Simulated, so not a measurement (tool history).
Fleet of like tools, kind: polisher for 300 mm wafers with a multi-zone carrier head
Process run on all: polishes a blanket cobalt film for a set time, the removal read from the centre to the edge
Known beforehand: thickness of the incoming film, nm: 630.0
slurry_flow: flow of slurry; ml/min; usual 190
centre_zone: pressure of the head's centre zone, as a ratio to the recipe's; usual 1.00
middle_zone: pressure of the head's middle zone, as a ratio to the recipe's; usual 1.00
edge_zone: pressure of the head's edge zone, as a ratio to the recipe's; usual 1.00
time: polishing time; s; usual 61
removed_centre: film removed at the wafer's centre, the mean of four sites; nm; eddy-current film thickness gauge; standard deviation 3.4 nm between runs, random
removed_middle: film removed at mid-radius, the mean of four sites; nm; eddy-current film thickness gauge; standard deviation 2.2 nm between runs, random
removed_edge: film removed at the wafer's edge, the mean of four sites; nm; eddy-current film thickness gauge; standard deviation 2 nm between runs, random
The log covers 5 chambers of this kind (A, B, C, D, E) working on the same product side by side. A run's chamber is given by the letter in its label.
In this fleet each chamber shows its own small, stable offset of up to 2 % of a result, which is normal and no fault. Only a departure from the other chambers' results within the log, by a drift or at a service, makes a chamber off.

run	day	slurry_flow	centre_zone	middle_zone	edge_zone	time	wafers polished on this pad	hours since the slurry nozzle was cleaned	hours since the centre zone pressure was calibrated	hours since the edge zone pressure was calibrated	removed_centre	removed_middle	removed_edge
1E	0.175	190	1.00	1.00	1.00	61	1036	886.7	230.9	163.3	237.40	229.75	229.44
2A	0.392	190	1.00	1.00	1.00	61	716	361.7	780.8	498.9	234.64	232.79	230.07
# day 0.433: chamber B: worn pad replaced by a new one
3B	0.621	190	1.00	1.00	1.00	61	62	140.5	375.7	782.8	235.25	226.81	232.70
# day 0.788: chamber E: worn pad replaced by a new one
4D	0.792	190	1.00	1.00	1.00	61	795	82.4	542.1	113.3	231.26	233.86	236.40
5C	1.050	190	1.00	1.00	1.00	61	477	266.6	399.9	908.4	228.78	233.89	228.49
# day 1.075: chamber A: worn pad replaced by a new one
# day 1.150: chamber E: slurry nozzle cleaned
6A	1.233	190	1.00	1.00	1.00	61	52	381.9	801.0	519.1	228.94	228.21	230.42
7E	1.442	190	1.00	1.00	1.00	61	216	7.0	261.3	193.7	224.74	231.42	231.64
# day 1.450: chamber D: centre zone pressure recalibrated
8B	1.700	190	1.00	1.00	1.00	61	419	166.4	401.6	808.7	228.29	230.84	237.15
9D	1.829	190	1.00	0.92	1.00	61	1138	107.3	9.2	138.2	233.61	218.29	235.69
10C	2.017	190	1.00	0.92	1.00	61	797	289.8	423.1	931.6	227.82	214.78	231.05
# day 2.146: chamber D: worn pad replaced by a new one
11B	2.229	190	1.00	0.92	1.00	61	594	179.1	414.3	821.4	233.73	216.11	234.34
12D	2.421	190	1.00	0.92	1.00	61	91	121.5	23.4	152.4	237.95	215.50	229.54
13C	2.621	190	1.00	0.92	1.00	61	997	304.3	437.6	946.1	234.56	214.27	232.36
14E	2.875	190	1.00	1.00	1.00	61	690	41.4	295.7	228.1	223.46	232.04	227.96
15A	3.012	190	1.00	1.00	1.00	61	641	424.6	843.7	561.8	235.30	236.01	231.25
16E	3.225	190	1.00	1.00	1.00	61	806	49.8	304.1	236.5	229.58	233.22	226.94
# day 3.329: chamber A: slurry nozzle cleaned
17A	3.362	190	1.00	1.00	1.00	61	756	0.9	852.1	570.2	221.80	233.41	232.91
18D	3.571	190	1.00	1.00	1.00	61	471	149.1	51.0	180.0	231.36	233.81	233.78
# day 3.600: chamber B: worn pad replaced by a new one
19C	3.800	190	1.00	1.00	1.00	61	1386	332.6	465.9	974.4	233.09	229.66	232.39
20B	3.988	190	1.00	1.00	1.00	61	128	221.3	456.5	863.6	232.95	233.52	232.95
# day 4.108: chamber A: worn pad replaced by a new one
21A	4.212	190	1.00	1.00	1.00	61	35	21.3	872.5	590.6	225.09	234.35	229.30
22E	4.400	190	1.00	1.00	1.00	61	1194	78.0	332.3	264.7	233.02	232.84	231.39
# day 4.433: chamber C: worn pad replaced by a new one
23B	4.604	190	1.00	1.00	1.00	61	332	236.1	471.3	878.4	233.57	230.26	238.92
24D	4.754	190	1.08	1.10	1.00	61	862	177.5	79.4	208.4	256.36	255.91	233.43
# day 4.938: chamber E: worn pad replaced by a new one
25C	4.958	190	1.08	1.10	1.00	61	174	360.4	493.7	1002.2	249.71	253.95	231.33
# day 5.108: chamber A: edge zone pressure recalibrated
26B	5.138	190	1.08	1.10	1.00	61	508	248.9	484.1	891.2	253.77	253.77	234.45
27D	5.271	190	1.08	1.10	1.00	61	1033	189.9	91.8	220.8	256.54	255.45	233.75
28E	5.442	190	1.08	1.10	1.00	61	167	103.0	357.3	289.7	250.35	253.64	228.78
# day 5.538: chamber B: edge zone pressure recalibrated
29C	5.621	190	1.00	1.00	1.00	61	393	376.3	509.6	1018.1	233.28	235.75	230.52
30A	5.817	190	1.00	1.00	1.00	61	566	59.8	911.0	17.0	226.17	229.31	228.74
31D	6.042	190	1.00	1.00	1.00	61	1288	208.4	110.3	239.3	232.32	233.04	230.01
32C	6.279	190	1.00	1.00	1.00	61	611	392.1	525.4	1033.9	231.64	232.67	231.53
33B	6.471	190	1.00	1.00	1.00	61	949	280.9	516.1	22.4	237.90	232.78	235.64
34E	6.708	190	1.00	1.00	1.00	69	586	133.4	387.7	320.1	264.26	264.03	263.07
# day 6.892: chamber B: worn pad replaced by a new one
# day 6.933: chamber D: worn pad replaced by a new one
35A	6.950	190	1.00	1.00	1.00	69	940	87.0	938.2	44.2	255.58	262.94	263.53
# day 7.021: chamber A: worn pad replaced by a new one
36E	7.204	190	1.00	1.00	1.00	69	750	145.3	399.6	332.0	257.36	262.51	260.24
37B	7.329	190	1.00	1.00	1.00	69	145	301.5	536.7	43.0	258.15	260.22	269.54
38C	7.575	190	1.00	1.00	1.00	69	1039	423.2	556.5	1065.0	262.48	261.49	260.24
39A	7.817	155	1.00	1.00	0.94	61	263	107.8	959.0	65.0	221.18	219.84	219.24
40D	7.971	155	1.00	1.00	0.94	61	343	254.7	156.6	285.6	224.20	226.69	218.47
41A	8.204	155	1.00	1.00	0.94	61	391	117.1	968.3	74.3	221.33	226.75	218.62
42B	8.329	155	1.00	1.00	0.94	61	476	325.5	560.7	67.0	227.57	224.02	224.56
43E	8.446	155	1.00	1.00	0.94	61	1161	175.1	429.4	361.8	216.53	226.78	220.31
44C	8.704	190	1.00	1.00	1.00	61	1412	450.3	583.6	1092.1	237.61	229.25	231.02

Which is it: a chamber that has drifted or been left off by a service, a gauge drift common to all chambers, or only each chamber's usual small offset? If a chamber is off, name it and its likeliest cause.

No chamber stands off beyond its own small offset, and the gauge holds steady.
